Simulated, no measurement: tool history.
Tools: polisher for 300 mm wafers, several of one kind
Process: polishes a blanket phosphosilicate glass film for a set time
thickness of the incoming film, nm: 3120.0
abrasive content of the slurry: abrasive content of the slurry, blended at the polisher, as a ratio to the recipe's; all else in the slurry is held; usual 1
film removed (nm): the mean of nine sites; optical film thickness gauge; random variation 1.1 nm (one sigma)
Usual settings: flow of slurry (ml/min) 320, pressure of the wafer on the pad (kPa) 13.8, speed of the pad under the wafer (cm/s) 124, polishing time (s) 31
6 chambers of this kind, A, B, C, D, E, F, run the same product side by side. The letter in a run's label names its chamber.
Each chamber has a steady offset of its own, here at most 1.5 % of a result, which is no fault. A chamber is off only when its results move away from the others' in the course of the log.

run	day	flow of slurry (ml/min)	pressure of the wafer on the pad (kPa)	speed of the pad under the wafer (cm/s)	abrasive content of the slurry	polishing time (s)	wafers polished on this pad	hours since the slurry nozzle was cleaned	hours since the head pressure was calibrated	hours since the slurry blender was calibrated	hours since the conditioning disc was replaced	film removed (nm)
# day 0.388: chamber A: slurry nozzle cleaned
1C	0.462	320	13.8	124	1	31	534	66.8	389.6	64.7	93.8	186.59
# day 0.738: chamber E: worn pad replaced by a new one
2A	0.833	320	13.8	124	1	31	711	10.8	991.7	215.2	505.0	183.53
3F	1.183	320	13.8	124	1	31	271	128.7	150.1	192.2	376.3	185.45
4E	1.579	320	13.8	124	1	31	181	186.1	872.3	103.2	90.3	181.70
5B	1.921	320	13.8	124	1	31	1214	94.1	347.2	89.5	318.7	186.33
# day 1.946: chamber F: slurry blender recalibrated
# day 1.954: chamber A: worn pad replaced by a new one
# day 1.971: chamber D: worn pad replaced by a new one
# day 1.992: chamber B: worn pad replaced by a new one
6D	2.479	320	13.8	124	1	31	110	488.8	146.9	106.9	70.8	185.91
7F	3.033	320	13.8	124	1	31	669	173.1	194.5	26.2	420.7	185.03
# day 3.179: chamber F: worn pad replaced by a new one
8E	3.412	320	13.8	124	1	31	575	230.1	916.3	147.2	134.3	183.10
# day 3.483: chamber C: worn pad replaced by a new one
# day 3.517: chamber D: slurry blender recalibrated
9C	3.938	320	13.8	124	1	31	98	150.2	473.0	148.1	177.2	186.56
# day 4.133: chamber A: conditioning disc replaced and pad reconditioned
10D	4.412	320	13.8	124	1	31	525	535.2	193.3	21.6	117.2	184.41
11A	4.754	320	13.8	124	1	31	602	104.9	1085.8	309.3	15.0	185.57
# day 4.854: chamber B: conditioning disc replaced and pad reconditioned
# day 4.921: chamber E: conditioning disc replaced and pad reconditioned
# day 5.067: chamber C: conditioning disc replaced and pad reconditioned
# day 5.071: chamber E: slurry nozzle cleaned
12B	5.088	320	13.8	124	1	31	665	170.1	423.2	165.5	5.7	184.22
13A	5.462	320	16.5	124	1	23	754	121.9	1102.8	326.3	32.0	163.64
# day 5.658: chamber F: conditioning disc replaced and pad reconditioned
# day 5.812: chamber A: worn pad replaced by a new one
14B	5.988	320	16.5	124	1	23	859	191.7	444.8	187.1	27.3	164.54
15F	6.317	320	16.5	124	1	23	674	251.9	273.3	105.0	15.9	162.53
# day 6.338: chamber E: worn pad replaced by a new one
16E	6.617	320	16.5	124	1	23	60	37.2	993.2	224.1	40.8	165.29
17C	6.983	320	16.5	124	1	23	752	223.3	546.1	221.2	46.1	165.19
# day 7.117: chamber F: worn pad replaced by a new one
# day 7.250: chamber D: worn pad replaced by a new one
# day 7.304: chamber F: slurry nozzle cleaned
18D	7.346	320	16.5	124	1	23	21	605.6	263.7	92.0	187.6	162.67
19F	7.612	320	15.2	142	1	31	107	7.4	304.4	136.1	47.0	226.42
# day 7.708: chamber E: slurry blender recalibrated
20E	8.071	320	15.2	142	1	31	373	72.1	1028.1	8.7	75.7	224.34
# day 8.092: chamber B: worn pad replaced by a new one
# day 8.146: chamber C: slurry blender recalibrated
# day 8.542: chamber A: slurry nozzle cleaned
21B	8.579	320	15.2	142	1	31	105	253.9	507.0	249.3	89.5	225.35
# day 8.679: chamber C: worn pad replaced by a new one
22A	8.996	320	15.2	142	1	31	684	11.0	1187.6	411.1	116.8	226.41
# day 9.154: chamber A: slurry blender recalibrated
23C	9.246	320	15.2	142	1	31	122	277.6	600.4	26.5	100.4	229.14
# day 9.283: chamber B: head pressure recalibrated
# day 9.521: chamber D: slurry blender recalibrated
# day 9.542: chamber B: slurry blender recalibrated
# day 9.558: chamber A: worn pad replaced by a new one
24D	9.579	320	15.2	142	1	31	501	659.2	317.3	1.5	241.2	226.52
25F	10.029	320	13.8	124	1	31	626	65.4	362.4	194.1	105.0	184.57
26A	10.408	320	13.8	124	1	31	183	44.9	1221.5	30.2	150.7	182.67
# day 10.588: chamber F: slurry blender recalibrated
27E	10.662	320	13.8	124	1	31	930	134.3	1090.3	70.9	137.9	182.77
# day 10.725: chamber A: head pressure recalibrated
28C	11.046	320	13.8	124	1	31	509	320.8	643.6	69.7	143.6	185.76
# day 11.067: chamber F: worn pad replaced by a new one
# day 11.208: chamber D: conditioning disc replaced and pad reconditioned
# day 11.217: chamber E: conditioning disc replaced and pad reconditioned
29D	11.362	320	13.8	124	1	31	884	702.0	360.1	44.3	3.7	186.24
# day 11.796: chamber E: worn pad replaced by a new one
30B	11.846	320	13.8	124	1	31	807	332.3	61.5	55.4	167.9	171.26
# day 12.050: chamber D: worn pad replaced by a new one
31D	12.296	320	13.8	124	1	31	53	724.4	382.5	66.7	26.1	182.99
32A	12.762	320	13.8	124	1	31	689	101.4	49.0	86.7	207.2	186.10
33E	13.033	320	13.8	124	1	31	266	191.2	1147.2	127.8	43.7	185.21
34B	13.283	320	13.8	124	1	31	1116	366.8	96.0	89.9	202.4	171.42
35C	13.558	320	13.8	124	1	31	1049	381.1	703.9	130.0	203.9	187.01
36F	13.812	320	13.8	124	1	31	590	156.2	453.2	77.5	195.8	185.40
# day 14.162: chamber B: worn pad replaced by a new one
37F	14.292	320	13.8	140	1	21	693	167.7	464.7	89.0	207.3	137.58
# day 14.429: chamber D: slurry blender recalibrated
# day 14.542: chamber C: worn pad replaced by a new one
38C	14.846	320	13.8	140	1	21	65	412.0	734.8	160.9	234.8	139.54
39B	15.317	320	13.8	140	1	21	248	415.6	144.8	138.7	251.2	126.51
40D	15.658	320	13.8	140	1	21	775	805.1	463.2	29.6	106.8	137.92
41E	16.008	320	13.8	140	1	21	906	262.6	1218.6	199.2	115.1	136.58

What goes on in this fleet: one chamber off, a drifting gauge, or nothing beyond the chambers' own small offsets? Name the chamber and the cause, if any.

A service left chamber B off against the others.
Cause: head's pressure below its setpoint, % = 7.59.

Here are 4 candidates for chamber B's next run, each the usual settings with a change, their results left as question marks. Which one brings its results back in line with what the others give on the usual settings?
In line means no further than this from the other chambers' mean on the usual settings: film removed (nm) 3.90
42B-1	16.425	320	14.5	124	1	32						?
42B-2	16.425	320	13.8	122	1	30						?
42B-3	16.425	320	13.8	126	1	32						?
42B-4	16.425	320	13.1	120	1	31						?

The other chambers' mean on the usual settings: film removed (nm) 184.39
run	film removed (nm)
42B-1	184.08
42B-2	162.16
42B-3	177.43
42B-4	157.02
42B-1 brings the chamber back in line.
